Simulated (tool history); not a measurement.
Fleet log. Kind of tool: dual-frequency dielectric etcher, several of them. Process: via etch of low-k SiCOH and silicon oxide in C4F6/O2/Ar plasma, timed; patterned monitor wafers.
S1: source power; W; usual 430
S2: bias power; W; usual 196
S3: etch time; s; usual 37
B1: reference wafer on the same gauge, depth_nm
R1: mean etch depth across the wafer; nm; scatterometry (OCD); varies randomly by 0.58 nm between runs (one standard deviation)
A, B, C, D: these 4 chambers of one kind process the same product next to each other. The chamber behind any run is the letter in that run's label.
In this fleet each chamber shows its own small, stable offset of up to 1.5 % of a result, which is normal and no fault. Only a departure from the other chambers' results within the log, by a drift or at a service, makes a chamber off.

run 1D hour=5.6 | S1=430 S2=196 S3=37 | B1=120.06 | R1=102.220
run 2A hour=12.4 | S1=430 S2=196 S3=37 | B1=120.09 | R1=103.840
run 3B hour=18.1 | S1=430 S2=196 S3=37 | B1=119.99 | R1=103.780
run 4C hour=26.5 | S1=430 S2=196 S3=37 | B1=119.91 | R1=102.350
run 5A hour=32.4 | S1=430 S2=196 S3=37 | B1=119.95 | R1=102.220
run 6C hour=39.3 | S1=430 S2=196 S3=37 | B1=119.93 | R1=101.630
run 7B hour=47.1 | S1=430 S2=196 S3=37 | B1=119.88 | R1=103.040
-- hour=51.3 chamber C: source power generator calibrated
run 8D hour=54.3 | S1=430 S2=196 S3=37 | B1=119.81 | R1=101.310
run 9D hour=59.3 | S1=430 S2=196 S3=37 | B1=120.07 | R1=101.920
run 10B hour=66.6 | S1=430 S2=196 S3=37 | B1=120.09 | R1=103.160
run 11A hour=73.8 | S1=430 S2=196 S3=37 | B1=120.04 | R1=103.360
run 12C hour=80.6 | S1=430 S2=196 S3=37 | B1=120.02 | R1=102.010
run 13B hour=89.8 | S1=430 S2=240 S3=37 | B1=119.75 | R1=110.770
-- hour=96.6 chamber A: wet clean of the chamber
run 14C hour=98.1 | S1=430 S2=240 S3=37 | B1=120.02 | R1=109.700
run 15A hour=105.7 | S1=430 S2=240 S3=37 | B1=120.06 | R1=110.060
-- hour=107.3 chamber B: wet clean of the chamber
run 16D hour=110.3 | S1=430 S2=240 S3=37 | B1=119.92 | R1=109.330
run 17D hour=117.8 | S1=430 S2=196 S3=37 | B1=120.11 | R1=102.050
run 18B hour=123.2 | S1=430 S2=196 S3=37 | B1=119.86 | R1=103.820
run 19C hour=130.4 | S1=430 S2=196 S3=37 | B1=120.00 | R1=102.010
run 20A hour=136.4 | S1=430 S2=196 S3=37 | B1=120.00 | R1=102.520
run 21B hour=144.0 | S1=430 S2=196 S3=37 | B1=120.09 | R1=102.960
run 22C hour=148.1 | S1=430 S2=196 S3=37 | B1=119.97 | R1=102.140
run 23A hour=154.7 | S1=390 S2=196 S3=37 | B1=119.95 | R1=98.966
run 24D hour=161.1 | S1=390 S2=196 S3=37 | B1=120.06 | R1=98.825
run 25C hour=169.0 | S1=390 S2=196 S3=37 | B1=119.90 | R1=96.862
run 26B hour=176.9 | S1=390 S2=196 S3=37 | B1=119.93 | R1=99.748
run 27D hour=183.3 | S1=430 S2=196 S3=37 | B1=120.10 | R1=102.230
run 28A hour=190.3 | S1=430 S2=196 S3=37 | B1=120.00 | R1=103.800
run 29A hour=196.2 | S1=430 S2=196 S3=37 | B1=120.05 | R1=103.930
run 30B hour=200.4 | S1=430 S2=196 S3=37 | B1=120.07 | R1=103.480
run 31D hour=205.8 | S1=430 S2=196 S3=37 | B1=120.24 | R1=101.890
run 32C hour=212.7 | S1=430 S2=196 S3=37 | B1=120.00 | R1=98.293
run 33D hour=219.7 | S1=430 S2=196 S3=37 | B1=120.03 | R1=101.770
run 34B hour=226.0 | S1=430 S2=196 S3=37 | B1=119.88 | R1=103.880
run 35C hour=234.2 | S1=430 S2=196 S3=37 | B1=120.05 | R1=98.662
run 36A hour=240.0 | S1=430 S2=196 S3=37 | B1=120.12 | R1=102.910
run 37B hour=247.9 | S1=430 S2=196 S3=37 | B1=119.94 | R1=103.430
run 38A hour=253.4 | S1=430 S2=196 S3=37 | B1=120.17 | R1=102.990

Read the log: is a single chamber off, either drifting away or since a service, is the gauge that measures every chamber drifting, or is nothing wrong beyond small per-chamber offsets? Name any odd chamber and what most likely caused it.

One chamber, C, drifts off from the rest bit by bit.
Likeliest cause: etch rate under this chamber's usual, % = 4.9.

Which of the 4 candidates below, each the usual settings with something changed and its results left as question marks, puts chamber C back in line with what the other chambers give on the usual settings?
To be in line, a result may differ from the other chambers' mean on the usual settings by at most: R1 2.000 nm
run 39C-1 hour=260.2 | S1=430 S2=195 S3=36.5 | R1=?
run 39C-2 hour=260.2 | S1=440 S2=198 S3=38.5 | R1=?
run 39C-3 hour=260.2 | S1=430 S2=163 S3=37.0 | R1=?
run 39C-4 hour=260.2 | S1=430 S2=197 S3=37.5 | R1=?

The mean the other chambers reach with the usual settings: R1 102.850 nm
run=39C-1 R1=95.654
run=39C-2 R1=102.310
run=39C-3 R1=91.600
run=39C-4 R1=98.600
39C-2 puts the chamber back in line with the other chambers.

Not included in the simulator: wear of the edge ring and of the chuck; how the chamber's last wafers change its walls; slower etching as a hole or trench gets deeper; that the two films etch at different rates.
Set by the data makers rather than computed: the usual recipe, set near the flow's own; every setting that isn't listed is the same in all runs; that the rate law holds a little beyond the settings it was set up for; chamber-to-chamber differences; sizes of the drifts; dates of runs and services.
